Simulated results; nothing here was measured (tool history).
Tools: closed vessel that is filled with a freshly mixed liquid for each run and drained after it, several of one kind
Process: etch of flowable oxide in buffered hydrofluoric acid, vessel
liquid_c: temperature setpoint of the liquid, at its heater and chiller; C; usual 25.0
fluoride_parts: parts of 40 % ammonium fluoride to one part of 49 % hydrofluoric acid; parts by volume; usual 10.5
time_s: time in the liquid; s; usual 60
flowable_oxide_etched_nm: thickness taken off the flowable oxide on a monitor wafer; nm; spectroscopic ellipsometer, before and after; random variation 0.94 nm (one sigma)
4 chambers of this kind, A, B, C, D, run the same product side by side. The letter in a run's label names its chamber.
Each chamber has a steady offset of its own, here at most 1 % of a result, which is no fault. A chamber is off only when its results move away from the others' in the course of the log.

| run | day | liquid_c | fluoride_parts | time_s | read-back film thickness of the flowable oxide reference wafer, read on the same gauge (nm) | flowable_oxide_etched_nm |
|---|---|---|---|---|---|---|
| 1C | 0.179 | 25.0 | 10.5 | 60 | 39.984 | 160.98 |
| 2D | 0.454 | 25.0 | 10.5 | 60 | 40.010 | 161.54 |
| 3A | 0.650 | 25.0 | 10.5 | 60 | 40.021 | 164.33 |
|  | 0.692 | chamber C: hydrofluoric acid flow meter replaced |
| 4B | 0.904 | 25.0 | 10.5 | 60 | 39.964 | 160.64 |
| 5A | 1.071 | 25.0 | 10.5 | 60 | 40.011 | 164.13 |
| 6B | 1.288 | 22.0 | 10.5 | 75 | 39.996 | 173.63 |
| 7C | 1.608 | 22.0 | 10.5 | 75 | 39.965 | 172.31 |
| 8D | 1.879 | 22.0 | 10.5 | 75 | 39.999 | 172.53 |
| 9A | 2.133 | 22.0 | 10.5 | 75 | 40.022 | 171.22 |
| 10D | 2.358 | 25.0 | 10.5 | 60 | 40.006 | 161.11 |
| 11C | 2.571 | 25.0 | 10.5 | 60 | 39.984 | 160.38 |
| 12B | 2.854 | 25.0 | 10.5 | 60 | 39.997 | 164.43 |
| 13D | 3.188 | 25.0 | 10.5 | 60 | 39.936 | 161.00 |
|  | 3.412 | chamber B: hydrofluoric acid flow meter replaced |
| 14C | 3.504 | 25.0 | 10.5 | 60 | 39.969 | 161.52 |
| 15B | 3.821 | 25.0 | 10.5 | 60 | 40.053 | 162.24 |
| 16A | 4.000 | 25.0 | 10.5 | 60 | 40.026 | 160.15 |
| 17B | 4.258 | 25.0 | 10.5 | 60 | 39.964 | 164.29 |
| 18A | 4.558 | 25.0 | 10.5 | 60 | 39.979 | 156.61 |
| 19C | 4.796 | 25.0 | 10.5 | 60 | 40.018 | 162.44 |
| 20D | 5.012 | 25.0 | 10.5 | 60 | 39.943 | 163.37 |
| 21A | 5.246 | 21.5 | 10.5 | 80 | 39.933 | 172.86 |
| 22B | 5.521 | 21.5 | 10.5 | 80 | 40.000 | 177.49 |
| 23C | 5.696 | 21.5 | 10.5 | 80 | 40.049 | 177.03 |
| 24D | 5.867 | 21.5 | 10.5 | 80 | 40.000 | 178.61 |
| 25A | 6.225 | 25.0 | 10.5 | 60 | 39.985 | 155.30 |
| 26D | 6.512 | 25.0 | 10.5 | 60 | 40.014 | 163.00 |
| 27B | 6.829 | 25.0 | 10.5 | 60 | 39.984 | 162.37 |
| 28C | 7.062 | 25.0 | 10.5 | 60 | 40.017 | 160.30 |
| 29A | 7.279 | 21.0 | 8.0 | 60 | 40.023 | 157.92 |
| 30D | 7.538 | 21.0 | 8.0 | 60 | 39.968 | 165.34 |
| 31C | 7.896 | 21.0 | 8.0 | 60 | 40.013 | 164.45 |
| 32B | 8.079 | 21.0 | 8.0 | 60 | 39.975 | 167.16 |
| 33A | 8.350 | 25.0 | 10.5 | 60 | 39.972 | 151.74 |
| 34B | 8.588 | 25.0 | 12.0 | 60 | 39.982 | 141.30 |

All 4 chambers run these settings next. Forecast each chamber's results:
| 35A | 8.842 | 25.0 | 8.0 | 60 |  | ? |
| 35B | 8.842 | 25.0 | 8.0 | 60 |  | ? |
| 35C | 8.842 | 25.0 | 8.0 | 60 |  | ? |
| 35D | 8.842 | 25.0 | 8.0 | 60 |  | ? |

| run | flowable_oxide_etched_nm |
|---|---|
| 35A | 191.67 |
| 35B | 208.52 |
| 35C | 205.49 |
| 35D | 206.95 |
